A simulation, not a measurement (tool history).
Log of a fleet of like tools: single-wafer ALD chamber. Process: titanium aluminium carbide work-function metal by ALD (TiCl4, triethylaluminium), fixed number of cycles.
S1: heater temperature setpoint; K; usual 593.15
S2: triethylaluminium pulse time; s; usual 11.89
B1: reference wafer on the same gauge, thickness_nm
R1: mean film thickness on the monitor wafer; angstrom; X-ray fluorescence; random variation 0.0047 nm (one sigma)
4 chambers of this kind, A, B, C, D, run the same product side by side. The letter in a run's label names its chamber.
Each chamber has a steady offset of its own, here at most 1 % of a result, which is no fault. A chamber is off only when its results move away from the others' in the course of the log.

Run 1A, hour 12.0: usual settings; B1 1.8099. Result: R1 21.991 angstrom.
Run 2D, hour 21.5: usual settings; B1 1.8098. Result: R1 22.246 angstrom.
At hour 24.8: chamber D: thermocouple changed; heater temperature recalibrated.
Run 3B, hour 30.0: usual settings; B1 1.8109. Result: R1 22.086 angstrom.
Run 4C, hour 39.9: usual settings; B1 1.8104. Result: R1 22.206 angstrom.
At hour 49.2: chamber D: triethylaluminium bottle replaced.
Run 5C, hour 56.1: usual settings; B1 1.8104. Result: R1 22.179 angstrom.
Run 6D, hour 67.9: usual settings; B1 1.8101. Result: R1 22.310 angstrom.
Run 7A, hour 81.6: usual settings; B1 1.8109. Result: R1 22.077 angstrom.
At hour 84.0: chamber A: triethylaluminium bottle replaced.
Run 8B, hour 92.2: usual settings; B1 1.8099. Result: R1 22.093 angstrom.
Run 9B, hour 107.7: usual settings; B1 1.8110. Result: R1 22.064 angstrom.
Run 10D, hour 120.6: usual settings; B1 1.8106. Result: R1 22.327 angstrom.
Run 11A, hour 128.9: usual settings; B1 1.8100. Result: R1 22.067 angstrom.
Run 12C, hour 138.5: usual settings; B1 1.8095. Result: R1 22.137 angstrom.
Run 13C, hour 153.6: usual settings but S1 584.15 K; B1 1.8097. Result: R1 21.263 angstrom.
Run 14B, hour 160.8: usual settings but S1 584.15 K; B1 1.8094. Result: R1 21.300 angstrom.
Run 15D, hour 172.0: usual settings but S1 584.15 K; B1 1.8095. Result: R1 21.455 angstrom.
Run 16A, hour 180.6: usual settings but S1 584.15 K; B1 1.8099. Result: R1 21.191 angstrom.
Run 17C, hour 196.5: usual settings; B1 1.8101. Result: R1 22.113 angstrom.
Run 18A, hour 203.7: usual settings; B1 1.8091. Result: R1 22.048 angstrom.
Run 19D, hour 215.7: usual settings; B1 1.8101. Result: R1 22.272 angstrom.
Run 20B, hour 229.9: usual settings; B1 1.8101. Result: R1 22.064 angstrom.
Run 21A, hour 243.6: usual settings but S2 7.26 s; B1 1.8099. Result: R1 20.531 angstrom.
Run 22B, hour 256.3: usual settings but S2 7.26 s; B1 1.8099. Result: R1 20.584 angstrom.
Run 23D, hour 271.9: usual settings but S2 7.26 s; B1 1.8096. Result: R1 20.753 angstrom.
Run 24C, hour 280.7: usual settings but S2 7.26 s; B1 1.8097. Result: R1 20.269 angstrom.
Run 25A, hour 295.2: usual settings; B1 1.8085. Result: R1 22.031 angstrom.
Run 26C, hour 304.4: usual settings; B1 1.8093. Result: R1 21.972 angstrom.
Run 27B, hour 317.9: usual settings but S2 7.32 s; B1 1.8107. Result: R1 20.792 angstrom.
Run 28D, hour 328.5: usual settings but S2 7.32 s; B1 1.8102. Result: R1 20.833 angstrom.
Run 29B, hour 344.1: usual settings but S2 7.32 s; B1 1.8095. Result: R1 20.566 angstrom.
Run 30C, hour 353.8: usual settings but S2 7.32 s; B1 1.8092. Result: R1 20.168 angstrom.
Run 31A, hour 364.5: usual settings; B1 1.8097. Result: R1 22.011 angstrom.
Run 32D, hour 378.0: usual settings; B1 1.8100. Result: R1 22.255 angstrom.
Run 33D, hour 389.2: usual settings but S1 585.15 K, S2 8.27 s; B1 1.8095. Result: R1 20.691 angstrom.
Run 34B, hour 398.3: usual settings but S1 585.15 K, S2 8.27 s; B1 1.8097. Result: R1 20.530 angstrom.
Run 35A, hour 405.4: usual settings but S1 585.15 K, S2 8.27 s; B1 1.8099. Result: R1 20.405 angstrom.
Run 36C, hour 415.2: usual settings but S1 585.15 K, S2 8.27 s; B1 1.8095. Result: R1 19.960 angstrom.
Run 37B, hour 429.4: usual settings; B1 1.8090. Result: R1 22.039 angstrom.
Run 38C, hour 441.4: usual settings; B1 1.8101. Result: R1 21.936 angstrom.
Run 39D, hour 454.0: usual settings; B1 1.8098. Result: R1 22.268 angstrom.
Run 40A, hour 467.6: usual settings; B1 1.8096. Result: R1 21.992 angstrom.
Run 41B, hour 477.8: usual settings; B1 1.8101. Result: R1 22.131 angstrom.
Run 42D, hour 491.5: usual settings; B1 1.8105. Result: R1 22.281 angstrom.
Run 43A, hour 504.1: usual settings; B1 1.8100. Result: R1 21.985 angstrom.

All 4 chambers run these settings next. Forecast each chamber's results:
Run 44A, hour 515.8: usual settings. Result: R1 ?.
Run 44B, hour 515.8: usual settings. Result: R1 ?.
Run 44C, hour 515.8: usual settings. Result: R1 ?.
Run 44D, hour 515.8: usual settings. Result: R1 ?.

run      R1
44A  21.982
44B  22.144
44C  21.727
44D  22.177
